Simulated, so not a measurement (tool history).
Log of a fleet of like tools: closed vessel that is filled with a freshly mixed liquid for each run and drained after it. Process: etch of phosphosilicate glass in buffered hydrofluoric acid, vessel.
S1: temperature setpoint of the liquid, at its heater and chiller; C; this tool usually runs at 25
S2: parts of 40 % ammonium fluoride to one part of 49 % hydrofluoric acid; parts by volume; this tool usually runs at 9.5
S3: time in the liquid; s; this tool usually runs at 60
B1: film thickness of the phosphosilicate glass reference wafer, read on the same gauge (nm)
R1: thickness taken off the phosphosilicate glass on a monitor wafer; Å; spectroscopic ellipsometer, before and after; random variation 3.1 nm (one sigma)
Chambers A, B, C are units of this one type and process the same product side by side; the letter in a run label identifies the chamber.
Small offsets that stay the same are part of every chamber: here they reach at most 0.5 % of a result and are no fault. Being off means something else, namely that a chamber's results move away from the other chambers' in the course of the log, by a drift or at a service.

run     day    S1    S2  S3      B1      R1
 1A   0.575    25   9.5  60  40.001  4219.3
 2B   1.121    25   9.5  60  39.984    4275
 3C   1.467    25   9.5  60  39.968    4290
 4A   1.758    25   9.5  60  39.988  4295.6
 5B   2.171    25  11.5  60  40.007  3626.8
 6C   2.662    25  11.5  60      40  3622.1
      2.746  -- chamber A: hydrofluoric acid flow meter replaced
 7B   3.117    25  11.5  60  40.029    3601
 8A   3.638    25   9.5  60  40.006  4309.6
 9C   4.042    25   9.5  60  39.965  4240.1
10C   4.421    25   9.5  60  40.005  4274.3
11B   4.967    25   9.5  60  39.991  4268.9
12A   5.304    25   9.5  60  40.013  4289.7
13B   5.825    25   9.5  60  39.995  4269.4
14A   6.267  20.5    13  60  40.039    2530
15C   6.533  20.5    13  60  39.987  2439.9
16C   6.842  20.5    13  60  40.041  2457.5
17B   7.325    25   9.5  60  39.979  4269.8
18A   7.679    25   9.5  60  40.057  4323.1
19A   8.058    25   9.5  60  39.959  4282.9
20B   8.525    25   9.5  60  39.984  4257.9
21C   8.883    25   9.5  60  40.023    4150
22B   9.408    25   9.5  60  39.991  4283.1
23C   9.967    22   9.5  30  40.062  1764.8
24A  10.242    22   9.5  30   40.03  1836.4
25C   10.55    22   9.5  30  40.015  1715.4
26A  11.067    25   9.5  60  39.975    4304
27B  11.454    25   9.5  60  40.024  4238.7
28A  11.983    25   9.5  60  39.988  4352.7
29B  12.296    25   9.5  60  40.024  4271.4
30C  12.633    25   9.5  60  40.005  4089.5
31C  12.975    25   9.5  60  39.985    4057
32A    13.4    25   9.5  60  39.981  4286.2
33B  13.692    25   9.5  35  39.997  2484.1
34A  14.067    25   9.5  35  40.019    2516
     14.396  -- chamber B: thermometer replaced
35B  14.442    25   9.5  35  39.976  2499.3
36C  14.696    25   9.5  60  39.974  3953.8
37C  15.221    25   9.5  60  39.998  3926.5
38B  15.767    25   9.5  60   39.96  4274.8
39A  16.117    25   9.5  60  40.034  4277.3
40B  16.558    25   9.5  60  40.015    4319

All 3 chambers run these settings next. Forecast each chamber's results:
41A  16.979  25  9.5  60       ?
41B  16.979  25  9.5  60       ?
41C  16.979  25  9.5  60       ?

run      R1
41A  4303.4
41B  4256.3
41C  3877.8

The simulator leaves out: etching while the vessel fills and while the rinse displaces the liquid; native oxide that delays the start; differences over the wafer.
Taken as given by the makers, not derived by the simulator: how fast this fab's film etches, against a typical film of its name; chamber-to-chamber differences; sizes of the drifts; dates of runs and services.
